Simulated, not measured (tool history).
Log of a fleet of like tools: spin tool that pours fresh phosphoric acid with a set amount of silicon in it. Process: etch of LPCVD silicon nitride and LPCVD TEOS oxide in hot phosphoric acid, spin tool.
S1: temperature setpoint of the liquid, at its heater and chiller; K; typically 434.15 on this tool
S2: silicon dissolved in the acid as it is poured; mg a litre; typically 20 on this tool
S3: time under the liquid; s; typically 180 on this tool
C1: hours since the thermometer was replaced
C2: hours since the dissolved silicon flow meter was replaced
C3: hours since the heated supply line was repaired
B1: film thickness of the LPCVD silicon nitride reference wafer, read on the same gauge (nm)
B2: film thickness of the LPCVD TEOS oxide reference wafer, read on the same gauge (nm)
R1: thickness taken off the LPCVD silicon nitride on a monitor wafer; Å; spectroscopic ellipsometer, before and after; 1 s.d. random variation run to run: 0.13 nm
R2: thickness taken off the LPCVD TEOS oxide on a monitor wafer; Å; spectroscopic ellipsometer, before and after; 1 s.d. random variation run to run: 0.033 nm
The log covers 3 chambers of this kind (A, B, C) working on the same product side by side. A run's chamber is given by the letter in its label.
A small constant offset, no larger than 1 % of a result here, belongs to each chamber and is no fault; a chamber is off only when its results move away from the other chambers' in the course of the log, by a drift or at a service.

{"run": "1B", "hour": 8.4, "S1": 434.15, "S2": 20, "S3": 180, "C1": 1693.8, "C2": 311.2, "C3": 893.7, "B1": 130.01, "B2": 90.011, "R1": 141.96, "R2": 5.7863}
{"run": "2A", "hour": 16.0, "S1": 434.15, "S2": 20, "S3": 180, "C1": 99.6, "C2": 173.9, "C3": 1111.9, "B1": 130, "B2": 90.018, "R1": 144.42, "R2": 6.0726}
{"run": "3C", "hour": 22.7, "S1": 434.15, "S2": 20, "S3": 180, "C1": 1308.7, "C2": 270.8, "C3": 1869.2, "B1": 130.01, "B2": 89.973, "R1": 143.8, "R2": 6.002}
{"run": "4A", "hour": 28.4, "S1": 434.15, "S2": 20, "S3": 180, "C1": 112, "C2": 186.3, "C3": 1124.3, "B1": 129.99, "B2": 89.982, "R1": 139.68, "R2": 5.4468}
{"run": "5B", "hour": 37.9, "S1": 434.15, "S2": 20, "S3": 180, "C1": 1723.3, "C2": 340.7, "C3": 923.2, "B1": 130, "B2": 89.987, "R1": 146, "R2": 5.2273}
{"run": "6C", "hour": 44.3, "S1": 434.15, "S2": 20, "S3": 180, "C1": 1330.3, "C2": 292.4, "C3": 1890.8, "B1": 129.99, "B2": 90.021, "R1": 141.4, "R2": 5.4049}
{"run": "7B", "hour": 50.4, "S1": 434.15, "S2": 20, "S3": 180, "C1": 1735.8, "C2": 353.2, "C3": 935.7, "B1": 130.01, "B2": 89.964, "R1": 140.61, "R2": 5.0111}
{"run": "8A", "hour": 54.6, "S1": 434.15, "S2": 20, "S3": 180, "C1": 138.2, "C2": 212.5, "C3": 1150.5, "B1": 129.98, "B2": 90.022, "R1": 140.02, "R2": 5.3408}
{"run": "9C", "hour": 59.3, "S1": 434.15, "S2": 20, "S3": 180, "C1": 1345.3, "C2": 307.4, "C3": 1905.8, "B1": 130, "B2": 90, "R1": 140.64, "R2": 5.7164}
{"hour": 66.7, "done": "chamber B: thermometer replaced"}
{"run": "10A", "hour": 67.8, "S1": 434.15, "S2": 20, "S3": 180, "C1": 151.4, "C2": 225.7, "C3": 1163.7, "B1": 129.99, "B2": 89.967, "R1": 142.6, "R2": 5.7135}
{"run": "11B", "hour": 74.4, "S1": 434.15, "S2": 20, "S3": 180, "C1": 7.8, "C2": 377.2, "C3": 959.7, "B1": 130, "B2": 90.047, "R1": 141.3, "R2": 5.4123}
{"run": "12C", "hour": 78.5, "S1": 434.15, "S2": 20, "S3": 180, "C1": 1364.5, "C2": 326.6, "C3": 1925, "B1": 130, "B2": 89.989, "R1": 141.76, "R2": 5.3149}
{"run": "13B", "hour": 87.2, "S1": 434.15, "S2": 20, "S3": 180, "C1": 20.6, "C2": 390, "C3": 972.5, "B1": 130, "B2": 90.017, "R1": 142.01, "R2": 4.8474}
{"run": "14C", "hour": 92.8, "S1": 436.15, "S2": 20, "S3": 260, "C1": 1378.8, "C2": 340.9, "C3": 1939.3, "B1": 130, "B2": 90.009, "R1": 221.76, "R2": 9.9751}
{"run": "15A", "hour": 100.6, "S1": 436.15, "S2": 20, "S3": 260, "C1": 184.2, "C2": 258.5, "C3": 1196.5, "B1": 130.01, "B2": 90.005, "R1": 219.31, "R2": 9.7227}
{"run": "16B", "hour": 106.3, "S1": 436.15, "S2": 20, "S3": 260, "C1": 39.7, "C2": 409.1, "C3": 991.6, "B1": 130.02, "B2": 89.967, "R1": 215.12, "R2": 7.8538}
{"run": "17A", "hour": 114.2, "S1": 434.15, "S2": 20, "S3": 180, "C1": 197.8, "C2": 272.1, "C3": 1210.1, "B1": 130.01, "B2": 90.032, "R1": 142.56, "R2": 5.8504}
{"run": "18C", "hour": 123.1, "S1": 434.15, "S2": 20, "S3": 180, "C1": 1409.1, "C2": 371.2, "C3": 1969.6, "B1": 129.99, "B2": 89.963, "R1": 141.32, "R2": 5.4384}
{"run": "19C", "hour": 127.6, "S1": 431.65, "S2": 7.5, "S3": 180, "C1": 1413.6, "C2": 375.7, "C3": 1974.1, "B1": 129.98, "B2": 89.958, "R1": 131.43, "R2": 6.671}
{"run": "20A", "hour": 133.6, "S1": 431.65, "S2": 7.5, "S3": 180, "C1": 217.2, "C2": 291.5, "C3": 1229.5, "B1": 130, "B2": 89.961, "R1": 131.91, "R2": 6.2086}
{"run": "21B", "hour": 139.6, "S1": 431.65, "S2": 7.5, "S3": 180, "C1": 73, "C2": 442.4, "C3": 1024.9, "B1": 129.98, "B2": 89.938, "R1": 126.32, "R2": 5.9878}
{"run": "22A", "hour": 148.5, "S1": 434.15, "S2": 20, "S3": 180, "C1": 232.1, "C2": 306.4, "C3": 1244.4, "B1": 130.02, "B2": 90.011, "R1": 142.75, "R2": 5.4708}
{"run": "23B", "hour": 156.3, "S1": 434.15, "S2": 20, "S3": 180, "C1": 89.7, "C2": 459.1, "C3": 1041.6, "B1": 129.99, "B2": 89.943, "R1": 137.47, "R2": 4.758}
{"run": "24C", "hour": 161.5, "S1": 434.15, "S2": 20, "S3": 180, "C1": 1447.5, "C2": 409.6, "C3": 2008, "B1": 130, "B2": 89.984, "R1": 143.43, "R2": 5.3701}
{"run": "25B", "hour": 166.0, "S1": 434.15, "S2": 20, "S3": 180, "C1": 99.4, "C2": 468.8, "C3": 1051.3, "B1": 130.01, "B2": 89.995, "R1": 137.16, "R2": 4.5092}
{"run": "26A", "hour": 171.4, "S1": 434.15, "S2": 20, "S3": 180, "C1": 255, "C2": 329.3, "C3": 1267.3, "B1": 130.01, "B2": 89.989, "R1": 143.53, "R2": 5.9955}
{"run": "27C", "hour": 177.3, "S1": 434.15, "S2": 20, "S3": 180, "C1": 1463.3, "C2": 425.4, "C3": 2023.8, "B1": 130, "B2": 90.025, "R1": 141.44, "R2": 5.9265}
{"run": "28C", "hour": 183.2, "S1": 434.15, "S2": 20, "S3": 180, "C1": 1469.2, "C2": 431.3, "C3": 2029.7, "B1": 129.99, "B2": 90.023, "R1": 142.73, "R2": 5.3666}
{"run": "29B", "hour": 189.4, "S1": 434.15, "S2": 35.5, "S3": 85, "C1": 122.8, "C2": 492.2, "C3": 1074.7, "B1": 129.99, "B2": 89.973, "R1": 63.533, "R2": 1.1974}
{"run": "30A", "hour": 196.8, "S1": 434.15, "S2": 35.5, "S3": 85, "C1": 280.4, "C2": 354.7, "C3": 1292.7, "B1": 129.99, "B2": 90.011, "R1": 68.135, "R2": 1.3856}
{"run": "31A", "hour": 206.1, "S1": 434.15, "S2": 35.5, "S3": 85, "C1": 289.7, "C2": 364, "C3": 1302, "B1": 129.99, "B2": 89.999, "R1": 66.964, "R2": 1.3568}
{"run": "32B", "hour": 215.0, "S1": 434.15, "S2": 20, "S3": 180, "C1": 148.4, "C2": 517.8, "C3": 1100.3, "B1": 129.99, "B2": 90.033, "R1": 131, "R2": 5.0596}
{"run": "33C", "hour": 220.1, "S1": 434.15, "S2": 20, "S3": 180, "C1": 1506.1, "C2": 468.2, "C3": 2066.6, "B1": 130, "B2": 89.927, "R1": 143.43, "R2": 5.4111}
{"run": "34A", "hour": 224.5, "S1": 434.15, "S2": 20, "S3": 180, "C1": 308.1, "C2": 382.4, "C3": 1320.4, "B1": 129.98, "B2": 89.969, "R1": 145.35, "R2": 6.4472}
{"run": "35C", "hour": 228.8, "S1": 434.15, "S2": 20, "S3": 180, "C1": 1514.8, "C2": 476.9, "C3": 2075.3, "B1": 130.01, "B2": 89.97, "R1": 144.1, "R2": 5.149}
{"run": "36B", "hour": 237.6, "S1": 434.15, "S2": 20, "S3": 180, "C1": 171, "C2": 540.4, "C3": 1122.9, "B1": 130.01, "B2": 90.016, "R1": 130.23, "R2": 4.2421}
{"run": "37C", "hour": 242.3, "S1": 434.15, "S2": 20, "S3": 180, "C1": 1528.3, "C2": 490.4, "C3": 2088.8, "B1": 130, "B2": 89.971, "R1": 142.02, "R2": 5.9376}
{"run": "38B", "hour": 251.7, "S1": 434.15, "S2": 20, "S3": 180, "C1": 185.1, "C2": 554.5, "C3": 1137, "B1": 129.99, "B2": 89.99, "R1": 130.89, "R2": 4.6409}
{"run": "39A", "hour": 259.7, "S1": 434.15, "S2": 20, "S3": 180, "C1": 343.3, "C2": 417.6, "C3": 1355.6, "B1": 129.98, "B2": 90.027, "R1": 143, "R2": 5.6099}
{"run": "40B", "hour": 267.0, "S1": 434.15, "S2": 25.5, "S3": 180, "C1": 200.4, "C2": 569.8, "C3": 1152.3, "B1": 130.01, "B2": 90.008, "R1": 127.86, "R2": 3.7231}

Does one chamber stand apart from the rest, does the shared gauge drift, or is all well apart from small per-chamber offsets? Give the chamber and the most likely cause, where there is one.

Chamber B drifts away from the others.
Most likely cause: temperature lost on the way to the wafer (K) = 3.4.

Here are 4 candidates for chamber B's next run, each the usual settings with a change, their results left as question marks. Which one brings its results back in line with what the others give on the usual settings?
Counts as in line when no further than this from what the other chambers average on the usual settings: R1 4.5 Å; R2 1.1 Å
{"run": "41B-1", "hour": 273.8, "S1": 433.65, "S2": 29.5, "S3": 145, "R1": "?", "R2": "?"}
{"run": "41B-2", "hour": 273.8, "S1": 434.65, "S2": 15.5, "S3": 195, "R1": "?", "R2": "?"}
{"run": "41B-3", "hour": 273.8, "S1": 433.65, "S2": 24.5, "S3": 165, "R1": "?", "R2": "?"}
{"run": "41B-4", "hour": 273.8, "S1": 434.65, "S2": 9, "S3": 220, "R1": "?", "R2": "?"}

Usual-settings mean across the other chambers: R1 143.05 Å; R2 5.5729 Å
run=41B-1 R1=101.8 R2=2.4605
run=41B-2 R1=141.58 R2=5.5561
run=41B-3 R1=115.84 R2=3.3511
run=41B-4 R1=159.73 R2=7.3131
It is 41B-2 that realigns the chamber with its peers.
